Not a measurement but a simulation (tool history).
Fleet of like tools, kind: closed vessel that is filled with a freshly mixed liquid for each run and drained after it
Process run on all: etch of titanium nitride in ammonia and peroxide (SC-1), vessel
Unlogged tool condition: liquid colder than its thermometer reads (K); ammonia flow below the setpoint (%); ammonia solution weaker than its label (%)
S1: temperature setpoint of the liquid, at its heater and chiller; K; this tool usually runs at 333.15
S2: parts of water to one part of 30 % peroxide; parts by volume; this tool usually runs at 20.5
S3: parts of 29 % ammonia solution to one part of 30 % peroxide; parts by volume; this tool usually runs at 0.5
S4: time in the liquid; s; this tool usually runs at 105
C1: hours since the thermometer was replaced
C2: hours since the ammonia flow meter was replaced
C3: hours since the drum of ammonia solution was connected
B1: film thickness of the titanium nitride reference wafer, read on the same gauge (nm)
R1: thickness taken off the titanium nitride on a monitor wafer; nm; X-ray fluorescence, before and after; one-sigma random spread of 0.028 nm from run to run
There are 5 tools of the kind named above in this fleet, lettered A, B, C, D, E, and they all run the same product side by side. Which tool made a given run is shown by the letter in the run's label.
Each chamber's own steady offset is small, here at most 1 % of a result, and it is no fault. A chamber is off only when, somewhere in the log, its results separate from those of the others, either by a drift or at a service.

run	hour	S1	S2	S3	S4	C1	C2	C3	B1	R1
1D	4.8	333.15	20.5	0.5	105	1211.2	335.9	577.1	49.989	5.7408
2E	9.1	333.15	20.5	0.5	105	289.2	1071.7	393.3	50.023	5.7103
3A	12.1	333.15	20.5	0.5	105	1058.7	107.2	408.7	50.013	5.7169
4C	15.2	333.15	20.5	0.5	105	3125.1	28.7	362.9	50.016	5.7119
5B	19.7	333.15	20.5	0.5	105	679.7	486.3	76.6	49.970	5.6589
# hour 20.2: chamber D: new drum of ammonia solution connected
6E	24.0	333.15	20.5	0.5	105	304.1	1086.6	408.2	49.998	5.6799
7B	28.4	333.15	20.5	0.5	105	688.4	495.0	85.3	50.046	5.7023
8C	32.3	333.15	20.5	0.5	105	3142.2	45.8	380.0	49.963	5.6854
9A	35.8	333.15	20.5	0.5	105	1082.4	130.9	432.4	49.998	5.6945
10D	38.9	333.15	20.5	0.5	105	1245.3	370.0	18.7	50.012	5.6036
11B	43.0	333.15	20.5	0.5	105	703.0	509.6	99.9	49.983	5.7195
12D	46.4	333.15	20.5	0.5	105	1252.8	377.5	26.2	49.971	5.7484
# hour 50.3: chamber B: thermometer replaced
13E	50.8	333.15	20.5	0.5	105	330.9	1113.4	435.0	49.979	5.6456
14C	55.0	333.15	20.5	0.5	105	3164.9	68.5	402.7	50.006	5.7706
15A	58.5	333.15	20.5	0.5	105	1105.1	153.6	455.1	49.993	5.7484
16B	62.2	333.15	20.5	0.5	105	12.0	528.8	119.1	50.015	5.6745
17C	65.4	333.15	20.5	0.5	105	3175.3	78.9	413.1	49.962	5.7073
18D	68.2	333.15	20.5	0.7	55	1274.6	399.3	48.0	50.000	3.1463
19A	70.8	333.15	20.5	0.7	55	1117.4	165.9	467.4	49.991	3.2234
20E	73.3	333.15	20.5	0.7	55	353.4	1135.9	457.5	49.997	3.0859
21A	76.3	333.15	20.5	0.7	55	1122.9	171.4	472.9	49.949	3.2098
22D	80.9	333.15	20.5	0.7	55	1287.3	412.0	60.7	50.000	3.1595
23E	83.1	333.15	20.5	0.5	105	363.2	1145.7	467.3	49.992	5.5519
24B	86.4	333.15	20.5	0.5	105	36.2	553.0	143.3	50.010	5.7498
25C	88.6	328.15	24.0	0.5	105	3198.5	102.1	436.3	49.966	3.7811
# hour 90.0: chamber A: thermometer replaced
26A	91.6	328.15	24.0	0.5	105	1.6	186.7	488.2	49.998	3.7990
27B	93.9	328.15	24.0	0.5	105	43.7	560.5	150.8	50.020	3.7516
28C	98.1	328.15	24.0	0.5	105	3208.0	111.6	445.8	49.986	3.7798
29E	101.8	328.15	24.0	0.5	105	381.9	1164.4	486.0	50.054	3.6086
30D	104.3	333.15	20.5	0.5	105	1310.7	435.4	84.1	49.975	5.6732
31D	109.2	333.15	20.5	0.5	105	1315.6	440.3	89.0	50.017	5.6451
32A	111.8	333.15	20.5	0.5	105	21.8	206.9	508.4	49.996	5.7229
33E	114.2	333.15	20.5	0.5	105	394.3	1176.8	498.4	49.976	5.4713
34C	117.0	333.15	20.5	0.3	105	3226.9	130.5	464.7	50.002	5.2045
35B	119.3	333.15	20.5	0.3	105	69.1	585.9	176.2	50.011	5.1990
36E	122.0	333.15	20.5	0.3	105	402.1	1184.6	506.2	49.998	4.9368
37C	126.3	333.15	20.5	0.3	105	3236.2	139.8	474.0	50.026	5.2510
38B	130.8	333.15	20.5	0.3	105	80.6	597.4	187.7	49.984	5.1836

Decide between three cases: one chamber stands off from its peers, the gauge reading all wafers drifts, or nothing is wrong past each chamber's small offset. Where a chamber is off, say which and what most likely put it there.

Chamber E drifts away from the others.
What lies behind it: liquid colder than its thermometer reads (K) = 0.764.

Below are 4 candidate recipes for chamber E's next run, each the usual settings with a change, their results shown as question marks. Which of them brings E's results back in line with what the other chambers give on the usual settings?
To be in line, a result may differ from the other chambers' mean on the usual settings by at most: R1 0.0990 nm
39E-1	134.4	333.15	20.5	0.55	105					?
39E-2	134.4	333.65	20.0	0.50	105					?
39E-3	134.4	332.65	21.0	0.50	105					?
39E-4	134.4	333.15	20.5	0.45	105					?

Other chambers, usual settings, mean: R1 5.7199 nm
run	R1
39E-1	5.5393
39E-2	5.7037
39E-3	5.1926
39E-4	5.3387
39E-2 puts the chamber back in line with the other chambers.

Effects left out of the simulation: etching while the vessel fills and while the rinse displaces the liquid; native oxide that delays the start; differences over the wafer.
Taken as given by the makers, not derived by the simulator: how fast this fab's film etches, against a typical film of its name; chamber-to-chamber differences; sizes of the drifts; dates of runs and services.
